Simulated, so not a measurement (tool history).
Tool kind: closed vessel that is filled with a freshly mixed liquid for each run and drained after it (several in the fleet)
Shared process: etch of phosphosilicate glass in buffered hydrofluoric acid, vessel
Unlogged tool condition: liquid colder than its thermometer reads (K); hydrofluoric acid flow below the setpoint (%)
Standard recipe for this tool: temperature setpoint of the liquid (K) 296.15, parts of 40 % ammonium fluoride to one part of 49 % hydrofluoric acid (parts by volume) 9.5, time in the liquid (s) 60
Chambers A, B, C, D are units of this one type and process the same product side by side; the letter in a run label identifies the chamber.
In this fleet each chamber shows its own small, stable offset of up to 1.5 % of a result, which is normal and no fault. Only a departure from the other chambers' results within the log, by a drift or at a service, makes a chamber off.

run	hour	temperature setpoint of the liquid (K)	parts of 40 % ammonium fluoride to one part of 49 % hydrofluoric acid (parts by volume)	time in the liquid (s)	hours since the thermometer was replaced	hours since the hydrofluoric acid flow meter was replaced	read-back film thickness of the phosphosilicate glass reference wafer, read on the same gauge (nm)	thickness taken off the phosphosilicate glass on a monitor wafer (nm)
1C	8.0	296.15	9.5	60	23.4	32.2	40.003	194.51
2D	17.6	296.15	9.5	60	393.8	125.2	40.019	194.25
3A	24.2	296.15	9.5	60	1432.2	126.6	39.979	191.05
4B	34.4	296.15	9.5	60	881.4	1955.6	40.027	188.80
# hour 41.5: chamber B: thermometer replaced
5C	41.9	300.65	9.5	75	57.3	66.1	40.028	309.64
6A	53.3	300.65	9.5	75	1461.3	155.7	40.016	304.05
7D	65.8	300.65	9.5	75	442.0	173.4	39.982	300.48
8B	72.3	300.65	9.5	75	30.9	1993.5	40.014	303.57
9A	80.2	296.15	9.5	60	1488.2	182.6	40.005	190.02
10D	92.8	292.15	9.5	60	469.0	200.4	40.030	153.40
11B	98.4	292.15	9.5	60	57.0	2019.6	40.005	154.98
12C	108.2	292.15	9.5	60	123.6	132.4	39.983	156.56
13C	118.8	292.15	9.5	60	134.2	143.0	40.015	153.95
14B	125.2	296.15	9.5	60	83.8	2046.4	40.001	192.14
15D	130.8	296.15	9.5	60	507.0	238.4	40.028	193.98
16A	143.1	296.15	9.5	60	1551.1	245.5	40.055	190.61
17C	152.2	296.15	9.5	60	167.6	176.4	40.030	193.18
18D	158.9	296.15	9.5	60	535.1	266.5	39.967	191.58
19A	170.7	296.15	9.5	60	1578.7	273.1	40.021	185.92
20B	177.3	296.15	9.5	60	135.9	2098.5	40.004	191.75
21B	183.9	296.15	9.5	60	142.5	2105.1	39.986	194.63
22C	194.4	296.15	9.5	60	209.8	218.6	39.983	195.62
23A	201.7	296.15	10.5	60	1609.7	304.1	39.987	170.23
24D	213.2	296.15	10.5	60	589.4	320.8	40.003	177.36
25C	224.1	296.15	10.5	60	239.5	248.3	39.979	179.37
26B	231.9	296.15	10.5	60	190.5	2153.1	39.959	180.04
27A	243.7	299.15	13.5	60	1651.7	346.1	40.038	155.02
28D	252.3	299.15	13.5	60	628.5	359.9	39.999	164.71
29D	261.3	299.15	13.5	60	637.5	368.9	40.004	161.88
30A	271.5	299.15	13.5	60	1679.5	373.9	40.041	154.39
31B	277.3	296.15	9.5	60	235.9	2198.5	40.011	195.73
32C	286.0	296.15	9.5	60	301.4	310.2	39.974	194.37
33A	292.5	296.15	9.5	60	1700.5	394.9	39.974	182.73
34B	304.2	296.15	9.5	70	262.8	2225.4	39.994	225.16
35C	315.6	296.15	9.5	70	331.0	339.8	39.981	227.24
36D	328.2	296.15	9.5	70	704.4	435.8	40.013	222.78
37D	337.3	296.15	9.5	70	713.5	444.9	40.058	224.79

Decide between three cases: one chamber stands off from its peers, the gauge reading all wafers drifts, or nothing is wrong past each chamber's small offset. Where a chamber is off, say which and what most likely put it there.

Chamber A drifts away from the others.
Most likely cause: liquid colder than its thermometer reads (K) = 1.41.
From this log alone, it may not be told apart from: hydrofluoric acid flow below the setpoint (%).

Which of the 4 candidates below, each the usual settings with something changed and its results left as question marks, puts chamber A back in line with what the other chambers give on the usual settings?
In line here means within this much of the mean the other chambers give on the usual settings: thickness taken off the phosphosilicate glass on a monitor wafer (nm) 6.10
38A-1	346.4	297.15	8.5	60				?
38A-2	346.4	296.15	9.5	55				?
38A-3	346.4	296.15	9.5	65				?
38A-4	346.4	295.65	10.0	55				?

What the other chambers average on the usual settings: thickness taken off the phosphosilicate glass on a monitor wafer (nm) 192.51
run	thickness taken off the phosphosilicate glass on a monitor wafer (nm)
38A-1	206.87
38A-2	162.62
38A-3	192.18
38A-4	152.93
The right change is 38A-3: it brings the chamber back within the allowed miss of the others.
